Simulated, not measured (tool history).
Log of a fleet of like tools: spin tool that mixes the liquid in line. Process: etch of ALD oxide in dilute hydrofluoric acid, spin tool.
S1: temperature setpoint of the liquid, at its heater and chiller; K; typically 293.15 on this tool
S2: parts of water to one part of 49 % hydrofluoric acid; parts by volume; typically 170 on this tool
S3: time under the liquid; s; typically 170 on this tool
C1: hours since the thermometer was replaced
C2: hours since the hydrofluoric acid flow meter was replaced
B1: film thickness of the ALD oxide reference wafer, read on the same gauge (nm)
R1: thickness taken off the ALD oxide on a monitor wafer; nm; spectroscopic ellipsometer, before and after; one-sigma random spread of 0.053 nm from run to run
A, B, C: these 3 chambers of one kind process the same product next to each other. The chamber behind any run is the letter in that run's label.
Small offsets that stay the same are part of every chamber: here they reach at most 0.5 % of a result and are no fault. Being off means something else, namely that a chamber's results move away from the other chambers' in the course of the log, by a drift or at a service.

run,day,S1,S2,S3,C1,C2,B1,R1
1A,0.321,293.15,170,170,1724.9,1869.3,129.99,13.0450
2B,0.621,293.15,170,170,29.3,1273.0,130.03,13.1530
3C,0.917,293.15,170,170,961.9,588.2,130.00,13.0020
4B,1.254,293.15,170,170,44.5,1288.2,129.99,13.0310
5A,1.771,293.15,170,170,1759.7,1904.1,130.02,13.1070
6C,2.071,293.15,170,85,989.6,615.9,130.02,6.5600
# day 2.146: chamber A: hydrofluoric acid flow meter replaced
7C,2.521,293.15,170,85,1000.4,626.7,130.00,6.5149
8A,2.921,293.15,170,85,1787.3,18.6,130.00,6.5517
9B,3.333,293.15,170,170,94.4,1338.1,129.98,13.0260
10B,3.575,293.15,170,170,100.2,1343.9,130.00,13.1340
11A,3.842,293.15,205,170,1809.4,40.7,130.02,10.5250
12C,4.304,293.15,205,170,1043.2,669.5,129.98,10.4660
13A,4.700,293.15,205,170,1830.0,61.3,130.01,10.5900
14C,5.012,293.15,170,170,1060.2,686.5,130.00,13.1420
15B,5.254,293.15,170,170,140.5,1384.2,130.01,13.0030
16B,5.696,293.15,240,170,151.1,1394.8,129.99,8.5251
17A,6.104,293.15,240,170,1863.7,95.0,130.00,8.7479
18C,6.458,293.15,240,170,1094.9,721.2,130.01,8.6962
19C,6.979,293.15,170,170,1107.4,733.7,130.01,13.0810
20B,7.212,293.15,170,170,187.5,1431.2,130.00,12.9650
21A,7.621,293.15,205,170,1900.1,131.4,129.98,10.4870
22C,7.950,293.15,205,170,1130.7,757.0,129.98,10.4780
23B,8.317,293.15,205,170,214.0,1457.7,130.00,10.3270
24A,8.596,293.15,170,170,1923.5,154.8,130.02,13.2400
25A,8.983,293.15,170,170,1932.8,164.1,130.01,13.2500
26C,9.396,293.15,170,170,1165.4,791.7,130.02,13.2170
27B,9.667,293.15,170,170,246.4,1490.1,130.00,12.8050
28C,10.146,293.15,170,170,1183.4,809.7,130.00,13.0620
29A,10.538,293.15,170,170,1970.1,201.4,130.00,13.1240
30B,10.892,293.15,170,170,275.8,1519.5,129.99,12.6930
31B,11.304,293.15,170,170,285.7,1529.4,129.98,12.6860
32C,11.696,293.15,170,170,1220.6,846.9,129.99,13.2280
# day 11.967: chamber A: thermometer replaced
33A,12.212,293.15,170,170,5.9,241.6,129.99,13.1190
34C,12.508,293.15,170,170,1240.1,866.4,130.01,13.0580
35A,12.971,293.15,220,170,24.1,259.8,130.01,9.6775
36B,13.492,293.15,220,170,338.2,1581.9,130.00,9.3903
37C,13.825,293.15,220,170,1271.7,898.0,130.01,9.6687
38A,14.308,293.15,170,170,56.2,291.9,130.04,13.1760
39B,14.746,293.15,170,170,368.3,1612.0,130.02,12.7330
40A,15.217,291.15,170,110,78.0,313.7,130.02,7.8602
41C,15.638,291.15,170,110,1315.2,941.5,130.02,7.8058
42B,15.946,291.15,170,110,397.1,1640.8,130.01,7.5524
43B,16.354,293.15,170,170,406.9,1650.6,130.01,12.6080
44C,16.688,293.15,170,170,1340.4,966.7,129.99,13.1120

Is one chamber off against the others, does the gauge drift, or is nothing wrong? If a chamber is off, say which, and what the likeliest cause is.

Chamber B drifts away from the others.
Cause: hydrofluoric acid flow below the setpoint (%) = 3.17.
Not necessarily distinguishable in this log from: liquid colder than its thermometer reads (K).

Below are 4 candidate recipes for chamber B's next run, each the usual settings with a change, their results shown as question marks. Which of them brings B's results back in line with what the other chambers give on the usual settings?
In line means no further than this from the other chambers' mean on the usual settings: R1 0.1900 nm
45B-1,17.071,293.15,175,165,,,,?
45B-2,17.071,294.15,170,170,,,,?
45B-3,17.071,293.15,175,170,,,,?
45B-4,17.071,293.15,165,175,,,,?

On the usual settings, the other chambers give on average: R1 13.1040 nm
run,R1
45B-1,11.8210
45B-2,13.1150
45B-3,12.1790
45B-4,13.4500
It is 45B-2 that realigns the chamber with its peers.
